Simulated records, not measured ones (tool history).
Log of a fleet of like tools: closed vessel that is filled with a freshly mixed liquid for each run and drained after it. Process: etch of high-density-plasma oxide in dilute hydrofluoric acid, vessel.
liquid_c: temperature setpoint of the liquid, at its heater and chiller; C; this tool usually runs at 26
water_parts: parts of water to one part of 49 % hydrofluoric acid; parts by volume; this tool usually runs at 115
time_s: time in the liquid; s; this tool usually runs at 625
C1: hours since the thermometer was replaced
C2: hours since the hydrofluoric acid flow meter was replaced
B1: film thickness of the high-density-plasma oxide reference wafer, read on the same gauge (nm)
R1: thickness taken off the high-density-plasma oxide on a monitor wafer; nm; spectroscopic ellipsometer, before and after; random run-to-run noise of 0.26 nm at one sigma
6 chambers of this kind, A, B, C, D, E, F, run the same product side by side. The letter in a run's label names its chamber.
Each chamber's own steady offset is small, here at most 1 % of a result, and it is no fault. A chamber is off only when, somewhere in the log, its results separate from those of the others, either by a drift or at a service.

{"day": 0.275, "done": "chamber F: thermometer replaced"}
{"run": "1C", "day": 0.408, "liquid_c": 26, "water_parts": 115, "time_s": 625, "C1": 841.9, "C2": 40.5, "B1": 89.992, "R1": 32.692}
{"run": "2D", "day": 0.85, "liquid_c": 26, "water_parts": 115, "time_s": 625, "C1": 104.8, "C2": 320.1, "B1": 89.981, "R1": 32.926}
{"run": "3E", "day": 1.433, "liquid_c": 26, "water_parts": 115, "time_s": 625, "C1": 734.2, "C2": 389.9, "B1": 90.007, "R1": 32.701}
{"run": "4B", "day": 1.958, "liquid_c": 26, "water_parts": 115, "time_s": 625, "C1": 357.8, "C2": 426.9, "B1": 89.989, "R1": 33.185}
{"run": "5F", "day": 2.554, "liquid_c": 26, "water_parts": 115, "time_s": 625, "C1": 54.8, "C2": 199.4, "B1": 90.006, "R1": 33.201}
{"run": "6A", "day": 2.975, "liquid_c": 26, "water_parts": 115, "time_s": 625, "C1": 2212.7, "C2": 426.1, "B1": 90.035, "R1": 33.024}
{"run": "7B", "day": 3.325, "liquid_c": 26, "water_parts": 115, "time_s": 625, "C1": 390.6, "C2": 459.7, "B1": 90.027, "R1": 32.927}
{"run": "8F", "day": 3.704, "liquid_c": 26, "water_parts": 140, "time_s": 625, "C1": 82.4, "C2": 227, "B1": 90, "R1": 26.872}
{"run": "9E", "day": 4.071, "liquid_c": 26, "water_parts": 140, "time_s": 625, "C1": 797.5, "C2": 453.2, "B1": 89.981, "R1": 27.132}
{"run": "10C", "day": 4.342, "liquid_c": 26, "water_parts": 140, "time_s": 625, "C1": 936.3, "C2": 134.9, "B1": 90.032, "R1": 26.042}
{"run": "11D", "day": 4.654, "liquid_c": 26, "water_parts": 140, "time_s": 625, "C1": 196.1, "C2": 411.4, "B1": 89.985, "R1": 26.681}
{"run": "12A", "day": 5.004, "liquid_c": 26, "water_parts": 140, "time_s": 625, "C1": 2261.4, "C2": 474.8, "B1": 90.007, "R1": 26.313}
{"run": "13F", "day": 5.379, "liquid_c": 26, "water_parts": 140, "time_s": 625, "C1": 122.6, "C2": 267.2, "B1": 89.996, "R1": 26.608}
{"run": "14E", "day": 6.0, "liquid_c": 26, "water_parts": 115, "time_s": 625, "C1": 843.8, "C2": 499.5, "B1": 89.995, "R1": 33.705}
{"run": "15D", "day": 6.396, "liquid_c": 26, "water_parts": 115, "time_s": 625, "C1": 237.9, "C2": 453.2, "B1": 89.986, "R1": 32.938}
{"run": "16C", "day": 6.854, "liquid_c": 26, "water_parts": 115, "time_s": 625, "C1": 996.6, "C2": 195.2, "B1": 90.011, "R1": 32.501}
{"run": "17A", "day": 7.4, "liquid_c": 26, "water_parts": 115, "time_s": 625, "C1": 2318.9, "C2": 532.3, "B1": 89.981, "R1": 32.976}
{"run": "18B", "day": 7.988, "liquid_c": 26, "water_parts": 115, "time_s": 625, "C1": 502.5, "C2": 571.6, "B1": 90.001, "R1": 33.005}
{"run": "19C", "day": 8.433, "liquid_c": 30.5, "water_parts": 115, "time_s": 515, "C1": 1034.5, "C2": 233.1, "B1": 89.993, "R1": 31.975}
{"day": 8.475, "done": "chamber A: thermometer replaced"}
{"run": "20E", "day": 8.746, "liquid_c": 30.5, "water_parts": 115, "time_s": 515, "C1": 909.7, "C2": 565.4, "B1": 89.986, "R1": 33.968}
{"run": "21F", "day": 9.258, "liquid_c": 30.5, "water_parts": 115, "time_s": 515, "C1": 215.7, "C2": 360.3, "B1": 90.017, "R1": 32.654}
{"day": 9.554, "done": "chamber B: hydrofluoric acid flow meter replaced"}
{"run": "22B", "day": 9.8, "liquid_c": 30.5, "water_parts": 115, "time_s": 515, "C1": 546, "C2": 5.9, "B1": 89.999, "R1": 31.898}
{"run": "23A", "day": 10.279, "liquid_c": 30.5, "water_parts": 115, "time_s": 515, "C1": 43.3, "C2": 601.4, "B1": 89.992, "R1": 32.102}
{"run": "24D", "day": 10.612, "liquid_c": 30.5, "water_parts": 115, "time_s": 515, "C1": 339.1, "C2": 554.4, "B1": 90.003, "R1": 32.428}
{"run": "25E", "day": 10.883, "liquid_c": 26, "water_parts": 115, "time_s": 625, "C1": 961, "C2": 616.7, "B1": 89.993, "R1": 35.02}
{"run": "26F", "day": 11.5, "liquid_c": 26, "water_parts": 115, "time_s": 625, "C1": 269.5, "C2": 414.1, "B1": 89.999, "R1": 32.903}
{"run": "27A", "day": 11.904, "liquid_c": 26, "water_parts": 115, "time_s": 625, "C1": 82.3, "C2": 640.4, "B1": 89.998, "R1": 33.28}
{"run": "28D", "day": 12.35, "liquid_c": 26, "water_parts": 115, "time_s": 625, "C1": 380.8, "C2": 596.1, "B1": 89.999, "R1": 32.962}
{"run": "29B", "day": 12.629, "liquid_c": 26, "water_parts": 115, "time_s": 625, "C1": 613.9, "C2": 73.8, "B1": 89.992, "R1": 33.157}
{"run": "30C", "day": 13.012, "liquid_c": 26, "water_parts": 115, "time_s": 625, "C1": 1144.4, "C2": 343, "B1": 90.021, "R1": 33.197}
{"run": "31D", "day": 13.542, "liquid_c": 26, "water_parts": 115, "time_s": 625, "C1": 409.4, "C2": 624.7, "B1": 90.001, "R1": 32.876}
{"day": 13.792, "done": "chamber A: hydrofluoric acid flow meter replaced"}
{"run": "32A", "day": 13.896, "liquid_c": 26, "water_parts": 115, "time_s": 625, "C1": 130.1, "C2": 2.6, "B1": 89.968, "R1": 33.376}
{"run": "33F", "day": 14.45, "liquid_c": 22.5, "water_parts": 115, "time_s": 805, "C1": 340.3, "C2": 484.9, "B1": 90.005, "R1": 36.959}
{"run": "34C", "day": 15.075, "liquid_c": 22.5, "water_parts": 115, "time_s": 805, "C1": 1193.9, "C2": 392.5, "B1": 90.005, "R1": 36.877}
{"run": "35B", "day": 15.575, "liquid_c": 22.5, "water_parts": 115, "time_s": 805, "C1": 684.6, "C2": 144.5, "B1": 89.993, "R1": 36.96}
{"run": "36E", "day": 15.888, "liquid_c": 22.5, "water_parts": 115, "time_s": 805, "C1": 1081.1, "C2": 736.8, "B1": 90, "R1": 40.477}
{"run": "37A", "day": 16.229, "liquid_c": 22.5, "water_parts": 115, "time_s": 805, "C1": 186.1, "C2": 58.6, "B1": 89.989, "R1": 37.212}
{"run": "38D", "day": 16.738, "liquid_c": 22.5, "water_parts": 115, "time_s": 805, "C1": 486.1, "C2": 701.4, "B1": 90.033, "R1": 36.963}
{"run": "39F", "day": 17.338, "liquid_c": 26, "water_parts": 140, "time_s": 490, "C1": 409.6, "C2": 554.2, "B1": 89.993, "R1": 20.466}
{"run": "40C", "day": 17.842, "liquid_c": 26, "water_parts": 140, "time_s": 490, "C1": 1260.3, "C2": 458.9, "B1": 89.982, "R1": 20.245}
{"run": "41B", "day": 18.462, "liquid_c": 26, "water_parts": 140, "time_s": 490, "C1": 753.9, "C2": 213.8, "B1": 90.004, "R1": 20.582}
{"run": "42E", "day": 18.833, "liquid_c": 26, "water_parts": 140, "time_s": 490, "C1": 1151.8, "C2": 807.5, "B1": 89.995, "R1": 23.194}
{"run": "43D", "day": 19.183, "liquid_c": 26, "water_parts": 140, "time_s": 490, "C1": 544.8, "C2": 760.1, "B1": 89.976, "R1": 20.52}
{"run": "44A", "day": 19.796, "liquid_c": 26, "water_parts": 140, "time_s": 490, "C1": 271.7, "C2": 144.2, "B1": 89.985, "R1": 20.84}

Read the log: is a single chamber off, either drifting away or since a service, is the gauge that measures every chamber drifting, or is nothing wrong beyond small per-chamber offsets? Name any odd chamber and what most likely caused it.

Little by little, chamber E moves away from the other chambers.
Likeliest cause: hydrofluoric acid flow above the setpoint (%) = 9.51.
The log may not separate it from: liquid hotter than its thermometer reads (K).

Below are 4 candidate recipes for chamber E's next run, each the usual settings with a change, their results shown as question marks. Which of them brings E's results back in line with what the other chambers give on the usual settings?
Allowed miss from the other chambers' usual-settings mean, per result, to count as in line: R1 0.9 nm
{"run": "45E-1", "day": 20.242, "liquid_c": 27, "water_parts": 115, "time_s": 625, "R1": "?"}
{"run": "45E-2", "day": 20.242, "liquid_c": 26, "water_parts": 115, "time_s": 600, "R1": "?"}
{"run": "45E-3", "day": 20.242, "liquid_c": 23.5, "water_parts": 115, "time_s": 625, "R1": "?"}
{"run": "45E-4", "day": 20.242, "liquid_c": 26, "water_parts": 115, "time_s": 690, "R1": "?"}

Other chambers, usual settings, mean: R1 32.963 nm
run=45E-1 R1=37.804
run=45E-2 R1=34.919
run=45E-3 R1=32.978
run=45E-4 R1=40.157
It is 45E-3 that realigns the chamber with its peers.

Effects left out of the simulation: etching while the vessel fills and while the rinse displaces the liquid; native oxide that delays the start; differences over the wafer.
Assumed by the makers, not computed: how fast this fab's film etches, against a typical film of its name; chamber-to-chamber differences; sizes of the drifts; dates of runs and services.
